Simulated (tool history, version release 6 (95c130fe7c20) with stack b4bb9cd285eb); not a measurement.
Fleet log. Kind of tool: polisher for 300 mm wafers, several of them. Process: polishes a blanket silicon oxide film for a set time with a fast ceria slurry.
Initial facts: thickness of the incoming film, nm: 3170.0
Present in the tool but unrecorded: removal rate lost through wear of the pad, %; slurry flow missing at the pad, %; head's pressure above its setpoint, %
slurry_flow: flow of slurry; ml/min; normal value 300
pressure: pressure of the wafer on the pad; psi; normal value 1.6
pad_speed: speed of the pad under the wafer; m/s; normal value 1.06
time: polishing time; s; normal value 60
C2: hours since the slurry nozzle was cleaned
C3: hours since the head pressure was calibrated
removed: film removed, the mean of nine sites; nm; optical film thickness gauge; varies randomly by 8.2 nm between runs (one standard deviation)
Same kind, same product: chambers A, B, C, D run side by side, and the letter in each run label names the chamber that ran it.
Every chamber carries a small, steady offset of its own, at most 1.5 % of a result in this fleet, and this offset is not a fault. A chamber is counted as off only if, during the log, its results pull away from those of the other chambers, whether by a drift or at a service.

Run 1C, hour 14.8: usual settings; wafers polished on this pad 851; C2 84.6; C3 802.9. Result: removed 674.24 nm.
Run 2B, hour 23.8: usual settings; wafers polished on this pad 825; C2 225.9; C3 110.4. Result: removed 660.24 nm.
At hour 30: chamber B: worn pad replaced by a new one.
Run 3D, hour 31.1: usual settings; wafers polished on this pad 820; C2 58.4; C3 555.8. Result: removed 680.42 nm.
Run 4A, hour 42.1: usual settings; wafers polished on this pad 679; C2 66.7; C3 164. Result: removed 696.5 nm.
Run 5B, hour 49.3: usual settings; wafers polished on this pad 252; C2 251.4; C3 135.9. Result: removed 684.12 nm.
At hour 55.6: chamber D: worn pad replaced by a new one.
Run 6C, hour 63.3: usual settings; wafers polished on this pad 1483; C2 133.1; C3 851.4. Result: removed 682.86 nm.
Run 7A, hour 73.6: usual settings; wafers polished on this pad 1090; C2 98.2; C3 195.5. Result: removed 694.85 nm.
Run 8D, hour 82: usual settings; wafers polished on this pad 344; C2 109.3; C3 606.7. Result: removed 692.67 nm.
At hour 85.9: chamber A: worn pad replaced by a new one.
Run 9A, hour 89.2: usual settings but slurry_flow 240 ml/min, time 78 s; wafers polished on this pad 43; C2 113.8; C3 211.1. Result: removed 883.45 nm.
Run 10C, hour 102: usual settings but slurry_flow 240 ml/min, time 78 s; wafers polished on this pad 1987; C2 171.8; C3 890.1. Result: removed 837.34 nm.
At hour 106.8: chamber B: worn pad replaced by a new one.
Run 11B, hour 115.3: usual settings but slurry_flow 240 ml/min, time 78 s; wafers polished on this pad 111; C2 317.4; C3 201.9. Result: removed 880.6 nm.
Run 12D, hour 128.9: usual settings but slurry_flow 240 ml/min, time 78 s; wafers polished on this pad 955; C2 156.2; C3 653.6. Result: removed 881.71 nm.
At hour 132: chamber D: worn pad replaced by a new one.
Run 13A, hour 141.2: usual settings; wafers polished on this pad 721; C2 165.8; C3 263.1. Result: removed 691.09 nm.
Run 14D, hour 148.9: usual settings but pressure 2 psi; wafers polished on this pad 220; C2 176.2; C3 673.6. Result: removed 836.78 nm.
At hour 159.2: chamber B: slurry nozzle cleaned.
Run 15B, hour 160: usual settings but pressure 2 psi; wafers polished on this pad 693; C2 0.8; C3 246.6. Result: removed 839.71 nm.
At hour 170: chamber A: worn pad replaced by a new one.
Run 16C, hour 172.1: usual settings but pressure 2 psi; wafers polished on this pad 2901; C2 241.9; C3 960.2. Result: removed 806.12 nm.
At hour 180.4: chamber B: worn pad replaced by a new one.
Run 17A, hour 184.3: usual settings but pressure 2 psi; wafers polished on this pad 187; C2 208.9; C3 306.2. Result: removed 875.15 nm.
Run 18D, hour 192.3: usual settings; wafers polished on this pad 786; C2 219.6; C3 717. Result: removed 682.34 nm.
Run 19C, hour 206.4: usual settings; wafers polished on this pad 3348; C2 276.2; C3 994.5. Result: removed 652.32 nm.
Run 20B, hour 216.1: usual settings; wafers polished on this pad 465; C2 56.9; C3 302.7. Result: removed 685.51 nm.
At hour 223.3: chamber D: worn pad replaced by a new one.
Run 21B, hour 224.5: usual settings but slurry_flow 365 ml/min, pad_speed 1.38 m/s; wafers polished on this pad 574; C2 65.3; C3 311.1. Result: removed 913.32 nm.
Run 22A, hour 237.9: usual settings but slurry_flow 365 ml/min, pad_speed 1.38 m/s; wafers polished on this pad 886; C2 262.5; C3 359.8. Result: removed 916.91 nm.
At hour 242.2: chamber A: worn pad replaced by a new one.
At hour 244.6: chamber A: slurry nozzle cleaned.
Run 23C, hour 244.8: usual settings but slurry_flow 365 ml/min, pad_speed 1.38 m/s; wafers polished on this pad 3849; C2 314.6; C3 1032.9. Result: removed 819.16 nm.
Run 24D, hour 254.7: usual settings but slurry_flow 365 ml/min, pad_speed 1.38 m/s; wafers polished on this pad 410; C2 282; C3 779.4. Result: removed 904.02 nm.
At hour 259.4: chamber C: head pressure recalibrated.
At hour 267.5: chamber B: worn pad replaced by a new one.
Run 25D, hour 268.9: usual settings; wafers polished on this pad 595; C2 296.2; C3 793.6. Result: removed 684.86 nm.
Run 26A, hour 283.8: usual settings but pressure 1.4 psi; wafers polished on this pad 542; C2 39.2; C3 405.7. Result: removed 609.73 nm.
Run 27B, hour 293: usual settings but pressure 1.4 psi; wafers polished on this pad 332; C2 133.8; C3 379.6. Result: removed 612.25 nm.
Run 28C, hour 299.8: usual settings but pressure 1.4 psi; wafers polished on this pad 4566; C2 369.6; C3 40.5. Result: removed 539.13 nm.
At hour 303.1: chamber D: worn pad replaced by a new one.
Run 29D, hour 309.2: usual settings but pressure 1.4 psi; wafers polished on this pad 79; C2 336.5; C3 833.9. Result: removed 605.44 nm.
At hour 315.8: chamber A: worn pad replaced by a new one.
At hour 315.8: chamber D: head pressure recalibrated.
Run 30A, hour 319.5: usual settings; wafers polished on this pad 49; C2 74.9; C3 441.4. Result: removed 699.13 nm.
Run 31B, hour 327.3: usual settings; wafers polished on this pad 779; C2 168.1; C3 413.9. Result: removed 687.93 nm.
At hour 333.4: chamber D: slurry nozzle cleaned.
At hour 333.7: chamber C: slurry nozzle cleaned.
Run 32C, hour 335: usual settings; wafers polished on this pad 5024; C2 1.3; C3 75.7. Result: removed 619.51 nm.
Run 33B, hour 348.5: usual settings; wafers polished on this pad 1056; C2 189.3; C3 435.1. Result: removed 686.79 nm.
Run 34A, hour 360.9: usual settings; wafers polished on this pad 588; C2 116.3; C3 482.8. Result: removed 679.95 nm.
Run 35D, hour 373.1: usual settings; wafers polished on this pad 912; C2 39.7; C3 57.4. Result: removed 686.68 nm.
At hour 374.1: chamber D: worn pad replaced by a new one.
Run 36C, hour 384.1: usual settings; wafers polished on this pad 5664; C2 50.4; C3 124.8. Result: removed 605.99 nm.
Run 37D, hour 392: usual settings; wafers polished on this pad 234; C2 58.6; C3 76.3. Result: removed 693.67 nm.

One chamber off, gauge drift, or nothing amiss beyond the chambers' own small offsets? If it is a chamber, which one, and what is the likeliest cause?

Chamber C drifts away from the others.
Most likely cause: removal rate lost through wear of the pad, % = 11.

Chamber C could run next with any of the 4 candidate recipes listed below; each alters the usual settings, and their results appear as question marks. Which one brings its results back in line with what the other chambers deliver on the usual settings?
A result is in line if it is within this distance of the other chambers' mean on the usual settings: removed 29 nm
Run 38C-1, hour 402.6: usual settings but pad_speed 0.92 m/s. Result: removed ?.
Run 38C-2, hour 402.6: usual settings but pressure 1.7 psi, pad_speed 1.12 m/s. Result: removed ?.
Run 38C-3, hour 402.6: usual settings but time 48 s. Result: removed ?.
Run 38C-4, hour 402.6: usual settings but slurry_flow 305 ml/min, pad_speed 1.18 m/s, time 67 s. Result: removed ?.

The other chambers' mean on the usual settings: removed 688.22 nm
  run  removed
38C-1   530.62
38C-2   685.46
38C-3   488.39
38C-4   759.33
It is 38C-2 that realigns the chamber with its peers.

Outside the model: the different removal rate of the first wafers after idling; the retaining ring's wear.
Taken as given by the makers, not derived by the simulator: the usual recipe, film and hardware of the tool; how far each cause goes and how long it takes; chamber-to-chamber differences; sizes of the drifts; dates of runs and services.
